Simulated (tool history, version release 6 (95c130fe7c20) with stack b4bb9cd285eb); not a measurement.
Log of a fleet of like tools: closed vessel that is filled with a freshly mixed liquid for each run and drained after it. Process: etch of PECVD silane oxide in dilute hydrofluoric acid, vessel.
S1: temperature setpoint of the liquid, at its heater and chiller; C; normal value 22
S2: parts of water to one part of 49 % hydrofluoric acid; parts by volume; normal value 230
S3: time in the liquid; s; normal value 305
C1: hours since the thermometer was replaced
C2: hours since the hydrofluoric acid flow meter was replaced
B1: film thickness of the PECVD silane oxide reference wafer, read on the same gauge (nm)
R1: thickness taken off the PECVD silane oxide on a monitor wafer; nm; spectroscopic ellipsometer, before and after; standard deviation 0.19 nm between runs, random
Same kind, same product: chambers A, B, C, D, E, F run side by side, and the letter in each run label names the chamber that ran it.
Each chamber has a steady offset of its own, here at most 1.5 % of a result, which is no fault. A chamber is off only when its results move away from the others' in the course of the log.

{"run": "1F", "day": 0.192, "S1": 22, "S2": 230, "S3": 305, "C1": 2031.2, "C2": 582.1, "B1": 59.996, "R1": 23.136}
{"run": "2E", "day": 0.458, "S1": 22, "S2": 230, "S3": 305, "C1": 1982.0, "C2": 863.0, "B1": 59.995, "R1": 23.197}
{"run": "3C", "day": 0.817, "S1": 22, "S2": 230, "S3": 305, "C1": 293.6, "C2": 29.8, "B1": 59.967, "R1": 22.937}
{"run": "4D", "day": 1.058, "S1": 22, "S2": 230, "S3": 305, "C1": 633.9, "C2": 361.1, "B1": 60.002, "R1": 23.301}
{"run": "5B", "day": 1.254, "S1": 22, "S2": 230, "S3": 305, "C1": 1263.9, "C2": 1468.8, "B1": 59.985, "R1": 23.381}
{"run": "6A", "day": 1.567, "S1": 22, "S2": 230, "S3": 305, "C1": 1917.0, "C2": 1894.9, "B1": 59.988, "R1": 23.416}
{"run": "7D", "day": 1.921, "S1": 22, "S2": 230, "S3": 470, "C1": 654.6, "C2": 381.8, "B1": 59.989, "R1": 35.849}
{"run": "8F", "day": 2.275, "S1": 22, "S2": 230, "S3": 470, "C1": 2081.2, "C2": 632.1, "B1": 60.0, "R1": 35.445}
{"run": "9C", "day": 2.617, "S1": 22, "S2": 230, "S3": 470, "C1": 336.8, "C2": 73.0, "B1": 59.995, "R1": 35.72}
{"run": "10E", "day": 2.958, "S1": 22, "S2": 230, "S3": 470, "C1": 2042.0, "C2": 923.0, "B1": 60.026, "R1": 36.26}
{"run": "11B", "day": 3.308, "S1": 22, "S2": 230, "S3": 470, "C1": 1313.2, "C2": 1518.1, "B1": 60.006, "R1": 35.974}
{"run": "12A", "day": 3.583, "S1": 22, "S2": 230, "S3": 470, "C1": 1965.4, "C2": 1943.3, "B1": 60.005, "R1": 36.001}
{"run": "13F", "day": 3.888, "S1": 22, "S2": 230, "S3": 305, "C1": 2119.9, "C2": 670.8, "B1": 59.994, "R1": 23.087}
{"run": "14E", "day": 4.058, "S1": 20, "S2": 230, "S3": 195, "C1": 2068.4, "C2": 949.4, "B1": 60.008, "R1": 13.93}
{"run": "15C", "day": 4.421, "S1": 20, "S2": 230, "S3": 195, "C1": 380.1, "C2": 116.3, "B1": 60.009, "R1": 13.713}
{"run": "16B", "day": 4.712, "S1": 20, "S2": 230, "S3": 195, "C1": 1346.9, "C2": 1551.8, "B1": 59.986, "R1": 13.972}
{"run": "17D", "day": 5.079, "S1": 20, "S2": 230, "S3": 195, "C1": 730.4, "C2": 457.6, "B1": 60.026, "R1": 13.706}
{"run": "18A", "day": 5.267, "S1": 20, "S2": 230, "S3": 195, "C1": 2005.8, "C2": 1983.7, "B1": 60.014, "R1": 13.861}
{"run": "19F", "day": 5.621, "S1": 20, "S2": 230, "S3": 195, "C1": 2161.5, "C2": 712.4, "B1": 60.01, "R1": 13.809}
{"run": "20B", "day": 5.95, "S1": 22, "S2": 230, "S3": 305, "C1": 1376.6, "C2": 1581.5, "B1": 60.009, "R1": 23.717}
{"run": "21E", "day": 6.167, "S1": 22, "S2": 135, "S3": 390, "C1": 2119.0, "C2": 1000.0, "B1": 59.984, "R1": 56.64}
{"run": "22D", "day": 6.358, "S1": 22, "S2": 135, "S3": 390, "C1": 761.1, "C2": 488.3, "B1": 60.001, "R1": 55.737}
{"run": "23C", "day": 6.742, "S1": 22, "S2": 135, "S3": 390, "C1": 435.8, "C2": 172.0, "B1": 60.013, "R1": 57.313}
{"day": 6.812, "done": "chamber A: hydrofluoric acid flow meter replaced"}
{"day": 6.85, "done": "chamber E: hydrofluoric acid flow meter replaced"}
{"run": "24A", "day": 6.933, "S1": 22, "S2": 135, "S3": 390, "C1": 2045.8, "C2": 3.0, "B1": 59.998, "R1": 55.426}
{"run": "25E", "day": 7.2, "S1": 22, "S2": 135, "S3": 390, "C1": 2143.8, "C2": 8.4, "B1": 60.004, "R1": 56.061}
{"run": "26F", "day": 7.421, "S1": 22, "S2": 135, "S3": 390, "C1": 2204.7, "C2": 755.6, "B1": 59.99, "R1": 55.305}
{"run": "27A", "day": 7.775, "S1": 22, "S2": 230, "S3": 305, "C1": 2066.0, "C2": 23.2, "B1": 59.994, "R1": 23.125}
{"run": "28B", "day": 8.012, "S1": 22, "S2": 230, "S3": 305, "C1": 1426.1, "C2": 1631.0, "B1": 59.992, "R1": 23.732}
{"run": "29D", "day": 8.317, "S1": 20, "S2": 230, "S3": 305, "C1": 808.1, "C2": 535.3, "B1": 59.992, "R1": 21.386}
{"run": "30C", "day": 8.538, "S1": 20, "S2": 230, "S3": 305, "C1": 478.9, "C2": 215.1, "B1": 60.019, "R1": 21.435}
{"run": "31F", "day": 8.871, "S1": 20, "S2": 230, "S3": 305, "C1": 2239.5, "C2": 790.4, "B1": 60.0, "R1": 21.787}
{"run": "32D", "day": 9.071, "S1": 20, "S2": 230, "S3": 305, "C1": 826.2, "C2": 553.4, "B1": 60.0, "R1": 21.118}
{"run": "33C", "day": 9.375, "S1": 20, "S2": 230, "S3": 305, "C1": 499.0, "C2": 235.2, "B1": 59.991, "R1": 21.417}
{"run": "34E", "day": 9.604, "S1": 20, "S2": 230, "S3": 305, "C1": 2201.5, "C2": 66.1, "B1": 60.011, "R1": 21.568}
{"run": "35A", "day": 9.954, "S1": 22, "S2": 230, "S3": 305, "C1": 2118.3, "C2": 75.5, "B1": 59.998, "R1": 23.416}
{"run": "36B", "day": 10.217, "S1": 22, "S2": 230, "S3": 305, "C1": 1479.0, "C2": 1683.9, "B1": 60.005, "R1": 24.622}
{"run": "37D", "day": 10.542, "S1": 22, "S2": 230, "S3": 305, "C1": 861.5, "C2": 588.7, "B1": 59.983, "R1": 23.073}
{"run": "38A", "day": 10.879, "S1": 22, "S2": 230, "S3": 305, "C1": 2140.5, "C2": 97.7, "B1": 60.015, "R1": 23.226}
{"run": "39C", "day": 11.125, "S1": 22, "S2": 230, "S3": 305, "C1": 541.0, "C2": 277.2, "B1": 59.984, "R1": 23.073}

Each of the 6 chambers runs these same settings next. Fill in every chamber's results:
{"run": "40A", "day": 11.404, "S1": 22, "S2": 230, "S3": 305, "R1": "?"}
{"run": "40B", "day": 11.404, "S1": 22, "S2": 230, "S3": 305, "R1": "?"}
{"run": "40C", "day": 11.404, "S1": 22, "S2": 230, "S3": 305, "R1": "?"}
{"run": "40D", "day": 11.404, "S1": 22, "S2": 230, "S3": 305, "R1": "?"}
{"run": "40E", "day": 11.404, "S1": 22, "S2": 230, "S3": 305, "R1": "?"}
{"run": "40F", "day": 11.404, "S1": 22, "S2": 230, "S3": 305, "R1": "?"}

run=40A R1=23.392
run=40B R1=24.542
run=40C R1=23.074
run=40D R1=23.071
run=40E R1=23.397
run=40F R1=23.374

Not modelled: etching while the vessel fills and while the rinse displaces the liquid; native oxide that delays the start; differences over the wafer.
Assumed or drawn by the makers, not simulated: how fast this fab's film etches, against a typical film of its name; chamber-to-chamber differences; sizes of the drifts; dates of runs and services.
